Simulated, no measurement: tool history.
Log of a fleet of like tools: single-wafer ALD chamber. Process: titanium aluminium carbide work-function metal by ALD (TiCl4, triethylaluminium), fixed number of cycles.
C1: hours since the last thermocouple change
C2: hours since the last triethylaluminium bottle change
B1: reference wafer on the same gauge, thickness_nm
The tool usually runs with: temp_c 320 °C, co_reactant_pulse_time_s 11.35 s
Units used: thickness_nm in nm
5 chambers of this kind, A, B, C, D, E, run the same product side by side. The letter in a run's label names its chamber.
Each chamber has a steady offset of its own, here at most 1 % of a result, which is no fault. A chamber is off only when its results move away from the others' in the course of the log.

run 1C day=0.154 | temp_c=320 co_reactant_pulse_time_s=11.35 | C1=2996.4 C2=294.5 | B1=2.201 | thickness_nm=2.2061
run 2E day=0.267 | temp_c=320 co_reactant_pulse_time_s=11.35 | C1=481.2 C2=270.2 | B1=2.1995 | thickness_nm=2.194
run 3A day=0.442 | temp_c=320 co_reactant_pulse_time_s=11.35 | C1=1472.5 C2=405.6 | B1=2.2003 | thickness_nm=2.2097
run 4B day=0.554 | temp_c=320 co_reactant_pulse_time_s=11.35 | C1=529.9 C2=537.3 | B1=2.1991 | thickness_nm=2.1874
run 5D day=0.729 | temp_c=320 co_reactant_pulse_time_s=11.35 | C1=2208.2 C2=393.1 | B1=2.2002 | thickness_nm=2.1952
run 6E day=0.883 | temp_c=320 co_reactant_pulse_time_s=11.35 | C1=496 C2=285 | B1=2.2013 | thickness_nm=2.2065
run 7D day=1.004 | temp_c=320 co_reactant_pulse_time_s=11.35 | C1=2214.8 C2=399.7 | B1=2.2001 | thickness_nm=2.19
run 8C day=1.104 | temp_c=320 co_reactant_pulse_time_s=11.35 | C1=3019.2 C2=317.3 | B1=2.1999 | thickness_nm=2.1981
run 9B day=1.221 | temp_c=320 co_reactant_pulse_time_s=11.35 | C1=545.9 C2=553.3 | B1=2.2005 | thickness_nm=2.1826
run 10A day=1.375 | temp_c=320 co_reactant_pulse_time_s=11.35 | C1=1494.9 C2=428 | B1=2.2008 | thickness_nm=2.211
run 11E day=1.479 | temp_c=320 co_reactant_pulse_time_s=11.35 | C1=510.3 C2=299.3 | B1=2.2005 | thickness_nm=2.2077
run 12D day=1.65 | temp_c=320 co_reactant_pulse_time_s=11.35 | C1=2230.3 C2=415.2 | B1=2.2003 | thickness_nm=2.1903
run 13A day=1.792 | temp_c=325 co_reactant_pulse_time_s=15.27 | C1=1504.9 C2=438 | B1=2.1991 | thickness_nm=2.2872
run 14C day=1.921 | temp_c=325 co_reactant_pulse_time_s=15.27 | C1=3038.8 C2=336.9 | B1=2.1993 | thickness_nm=2.2799
run 15B day=2.104 | temp_c=325 co_reactant_pulse_time_s=15.27 | C1=567.1 C2=574.5 | B1=2.199 | thickness_nm=2.2532
run 16D day=2.212 | temp_c=325 co_reactant_pulse_time_s=15.27 | C1=2243.8 C2=428.7 | B1=2.2004 | thickness_nm=2.2656
-- day=2.225 chamber C: thermocouple changed; heater temperature recalibrated
-- day=2.3 chamber D: triethylaluminium bottle replaced
run 17E day=2.321 | temp_c=325 co_reactant_pulse_time_s=15.27 | C1=530.5 C2=319.5 | B1=2.2 | thickness_nm=2.2735
run 18A day=2.442 | temp_c=320 co_reactant_pulse_time_s=11.35 | C1=1520.5 C2=453.6 | B1=2.2004 | thickness_nm=2.2121
run 19C day=2.579 | temp_c=320 co_reactant_pulse_time_s=11.35 | C1=8.5 C2=352.7 | B1=2.1997 | thickness_nm=2.2039
run 20B day=2.704 | temp_c=320 co_reactant_pulse_time_s=11.35 | C1=581.5 C2=588.9 | B1=2.1987 | thickness_nm=2.1818
run 21B day=2.8 | temp_c=320 co_reactant_pulse_time_s=11.35 | C1=583.8 C2=591.2 | B1=2.1995 | thickness_nm=2.1819
run 22D day=2.921 | temp_c=334 co_reactant_pulse_time_s=11.35 | C1=2260.8 C2=15 | B1=2.1988 | thickness_nm=2.317
run 23A day=3.008 | temp_c=334 co_reactant_pulse_time_s=11.35 | C1=1534.1 C2=467.2 | B1=2.2002 | thickness_nm=2.3281
run 24E day=3.179 | temp_c=334 co_reactant_pulse_time_s=11.35 | C1=551.1 C2=340.1 | B1=2.2005 | thickness_nm=2.3048
run 25C day=3.292 | temp_c=334 co_reactant_pulse_time_s=11.35 | C1=25.6 C2=369.8 | B1=2.2006 | thickness_nm=2.3248
run 26D day=3.4 | temp_c=334 co_reactant_pulse_time_s=11.35 | C1=2272.3 C2=26.5 | B1=2.2 | thickness_nm=2.3175
run 27A day=3.525 | temp_c=320 co_reactant_pulse_time_s=11.35 | C1=1546.5 C2=479.6 | B1=2.1996 | thickness_nm=2.2032
run 28C day=3.646 | temp_c=320 co_reactant_pulse_time_s=11.35 | C1=34.1 C2=378.3 | B1=2.1992 | thickness_nm=2.2081
run 29E day=3.825 | temp_c=320 co_reactant_pulse_time_s=11.35 | C1=566.6 C2=355.6 | B1=2.2008 | thickness_nm=2.1637
run 30B day=3.992 | temp_c=320 co_reactant_pulse_time_s=11.35 | C1=612.4 C2=619.8 | B1=2.2005 | thickness_nm=2.1836
run 31E day=4.154 | temp_c=320 co_reactant_pulse_time_s=11.35 | C1=574.5 C2=363.5 | B1=2.2001 | thickness_nm=2.1564
run 32B day=4.342 | temp_c=320 co_reactant_pulse_time_s=11.35 | C1=620.8 C2=628.2 | B1=2.2003 | thickness_nm=2.1799
run 33A day=4.442 | temp_c=320 co_reactant_pulse_time_s=11.35 | C1=1568.5 C2=501.6 | B1=2.1996 | thickness_nm=2.2111
run 34D day=4.558 | temp_c=320 co_reactant_pulse_time_s=11.35 | C1=2300.1 C2=54.3 | B1=2.1999 | thickness_nm=2.1938
run 35C day=4.675 | temp_c=320 co_reactant_pulse_time_s=11.35 | C1=58.8 C2=403 | B1=2.1998 | thickness_nm=2.2046
run 36C day=4.812 | temp_c=320 co_reactant_pulse_time_s=11.35 | C1=62.1 C2=406.3 | B1=2.2002 | thickness_nm=2.207
run 37E day=4.95 | temp_c=312 co_reactant_pulse_time_s=8.49 | C1=593.6 C2=382.6 | B1=2.1995 | thickness_nm=2.0016
run 38B day=5.071 | temp_c=312 co_reactant_pulse_time_s=8.49 | C1=638.3 C2=645.7 | B1=2.2004 | thickness_nm=2.0508
run 39A day=5.221 | temp_c=312 co_reactant_pulse_time_s=8.49 | C1=1587.2 C2=520.3 | B1=2.1989 | thickness_nm=2.0683
run 40D day=5.321 | temp_c=312 co_reactant_pulse_time_s=8.49 | C1=2318.4 C2=72.6 | B1=2.2003 | thickness_nm=2.049
run 41E day=5.442 | temp_c=312 co_reactant_pulse_time_s=8.49 | C1=605.4 C2=394.4 | B1=2.2002 | thickness_nm=1.9932

What goes on in this fleet: one chamber off, a drifting gauge, or nothing beyond the chambers' own small offsets? Name the chamber and the cause, if any.

Chamber E drifts away from the others.
Most likely cause: wafer temperature below the value expected at the setpoint (K) = 6.12.
The log may not separate it from: triethylaluminium dose below that of a fresh bottle (%).

Below are 4 candidate recipes for chamber E's next run, each the usual settings with a change, their results shown as question marks. Which of them brings E's results back in line with what the other chambers give on the usual settings?
Allowed miss from the other chambers' usual-settings mean, per result, to count as in line: thickness_nm 0.018 nm
run 42E-1 day=5.583 | temp_c=315 co_reactant_pulse_time_s=10.58 | thickness_nm=?
run 42E-2 day=5.583 | temp_c=318 co_reactant_pulse_time_s=11.03 | thickness_nm=?
run 42E-3 day=5.583 | temp_c=325 co_reactant_pulse_time_s=12.12 | thickness_nm=?
run 42E-4 day=5.583 | temp_c=322 co_reactant_pulse_time_s=11.35 | thickness_nm=?

The mean the other chambers reach with the usual settings: thickness_nm 2.1981 nm
run=42E-1 thickness_nm=2.0866
run=42E-2 thickness_nm=2.1221
run=42E-3 thickness_nm=2.2017
run=42E-4 thickness_nm=2.1635
42E-3 puts the chamber back in line with the other chambers.

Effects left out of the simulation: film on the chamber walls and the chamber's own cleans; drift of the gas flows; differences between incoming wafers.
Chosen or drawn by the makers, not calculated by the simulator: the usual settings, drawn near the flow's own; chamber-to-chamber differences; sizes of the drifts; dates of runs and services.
